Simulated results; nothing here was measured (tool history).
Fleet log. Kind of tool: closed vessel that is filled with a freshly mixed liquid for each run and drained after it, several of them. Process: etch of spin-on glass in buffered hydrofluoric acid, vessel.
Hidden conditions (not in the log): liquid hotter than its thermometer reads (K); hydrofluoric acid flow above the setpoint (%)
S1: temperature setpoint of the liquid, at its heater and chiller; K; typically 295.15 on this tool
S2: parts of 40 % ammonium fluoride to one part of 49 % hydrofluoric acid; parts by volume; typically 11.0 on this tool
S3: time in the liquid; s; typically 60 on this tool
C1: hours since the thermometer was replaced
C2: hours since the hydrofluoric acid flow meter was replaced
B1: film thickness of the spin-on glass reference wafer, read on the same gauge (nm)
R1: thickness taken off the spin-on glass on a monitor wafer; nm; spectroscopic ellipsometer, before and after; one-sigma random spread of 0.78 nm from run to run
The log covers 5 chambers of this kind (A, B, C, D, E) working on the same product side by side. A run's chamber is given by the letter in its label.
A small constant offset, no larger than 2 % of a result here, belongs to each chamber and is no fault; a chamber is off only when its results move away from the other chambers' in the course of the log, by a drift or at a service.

| run | hour | S1 | S2 | S3 | C1 | C2 | B1 | R1 |
|---|---|---|---|---|---|---|---|---|
| 1A | 3.6 | 295.15 | 11.0 | 60 | 1104.9 | 786.9 | 90.008 | 127.390 |
| 2E | 8.0 | 295.15 | 11.0 | 60 | 1423.1 | 174.6 | 90.039 | 123.240 |
| 3B | 13.3 | 295.15 | 11.0 | 60 | 2190.9 | 1515.2 | 90.005 | 125.110 |
| 4D | 18.4 | 295.15 | 11.0 | 60 | 2890.0 | 346.1 | 90.003 | 126.530 |
| 5C | 21.0 | 295.15 | 11.0 | 60 | 180.0 | 1612.0 | 90.022 | 127.300 |
| 6E | 26.2 | 295.15 | 11.0 | 60 | 1441.3 | 192.8 | 89.990 | 123.990 |
| 7D | 28.8 | 295.15 | 11.0 | 60 | 2900.4 | 356.5 | 90.010 | 124.620 |
| 8C | 32.1 | 295.15 | 11.0 | 60 | 191.1 | 1623.1 | 90.016 | 127.830 |
| 9B | 37.0 | 295.15 | 11.0 | 60 | 2214.6 | 1538.9 | 90.070 | 125.040 |
| 10A | 41.3 | 295.15 | 11.0 | 60 | 1142.6 | 824.6 | 90.004 | 125.820 |
| 11E | 46.7 | 295.15 | 11.0 | 60 | 1461.8 | 213.3 | 90.003 | 122.950 |
| 12B | 51.1 | 295.15 | 11.0 | 60 | 2228.7 | 1553.0 | 90.019 | 126.020 |
| 13C | 54.2 | 293.65 | 11.0 | 60 | 213.2 | 1645.2 | 90.036 | 119.550 |
| 14D | 59.4 | 293.65 | 11.0 | 60 | 2931.0 | 387.1 | 90.007 | 114.950 |
| 15A | 64.9 | 293.65 | 11.0 | 60 | 1166.2 | 848.2 | 90.004 | 117.070 |
| 16E | 67.4 | 293.65 | 11.0 | 60 | 1482.5 | 234.0 | 89.971 | 113.170 |
|  | 68.9 | chamber D: thermometer replaced |
| 17A | 71.6 | 293.65 | 11.0 | 60 | 1172.9 | 854.9 | 90.001 | 117.660 |
| 18B | 75.0 | 295.15 | 11.0 | 60 | 2252.6 | 1576.9 | 89.997 | 124.930 |
| 19D | 79.4 | 295.15 | 11.0 | 60 | 10.6 | 407.1 | 89.993 | 124.370 |
| 20C | 84.7 | 295.15 | 11.0 | 60 | 243.7 | 1675.7 | 89.990 | 130.910 |
| 21E | 87.3 | 295.15 | 11.0 | 60 | 1502.4 | 253.9 | 89.969 | 122.280 |
| 22B | 91.9 | 295.15 | 11.0 | 60 | 2269.5 | 1593.8 | 90.016 | 125.810 |
| 23C | 94.6 | 295.15 | 11.0 | 60 | 253.6 | 1685.6 | 90.037 | 130.570 |
| 24D | 98.7 | 295.15 | 12.5 | 75 | 29.9 | 426.4 | 90.010 | 137.300 |
| 25A | 104.3 | 295.15 | 12.5 | 75 | 1205.6 | 887.6 | 89.996 | 140.020 |
| 26B | 109.1 | 295.15 | 12.5 | 75 | 2286.7 | 1611.0 | 90.042 | 139.460 |
| 27C | 112.8 | 295.15 | 12.5 | 75 | 271.8 | 1703.8 | 90.024 | 146.280 |
| 28D | 115.5 | 295.15 | 12.5 | 75 | 46.7 | 443.2 | 89.951 | 136.930 |
| 29E | 119.8 | 299.65 | 11.0 | 40 | 1534.9 | 286.4 | 90.007 | 103.940 |
| 30A | 123.5 | 299.65 | 11.0 | 40 | 1224.8 | 906.8 | 89.949 | 108.240 |
| 31A | 126.0 | 299.65 | 11.0 | 40 | 1227.3 | 909.3 | 90.002 | 109.280 |
| 32C | 129.2 | 299.65 | 11.0 | 40 | 288.2 | 1720.2 | 89.995 | 114.590 |
| 33D | 134.5 | 299.65 | 11.0 | 40 | 65.7 | 462.2 | 89.987 | 107.240 |
| 34B | 139.1 | 298.65 | 11.0 | 30 | 2316.7 | 1641.0 | 89.996 | 75.789 |
| 35E | 142.8 | 298.65 | 11.0 | 30 | 1557.9 | 309.4 | 89.961 | 74.493 |
| 36A | 147.8 | 298.65 | 11.0 | 30 | 1249.1 | 931.1 | 90.002 | 77.640 |
| 37E | 152.8 | 298.65 | 11.0 | 30 | 1567.9 | 319.4 | 89.995 | 75.603 |
| 38D | 157.8 | 298.65 | 11.0 | 30 | 89.0 | 485.5 | 89.978 | 75.794 |

All 5 chambers run these settings next. Forecast each chamber's results:
| 39A | 161.8 | 292.15 | 11.0 | 60 |  |  |  | ? |
| 39B | 161.8 | 292.15 | 11.0 | 60 |  |  |  | ? |
| 39C | 161.8 | 292.15 | 11.0 | 60 |  |  |  | ? |
| 39D | 161.8 | 292.15 | 11.0 | 60 |  |  |  | ? |
| 39E | 161.8 | 292.15 | 11.0 | 60 |  |  |  | ? |

| run | R1 |
|---|---|
| 39A | 107.320 |
| 39B | 106.350 |
| 39C | 116.250 |
| 39D | 105.540 |
| 39E | 103.230 |
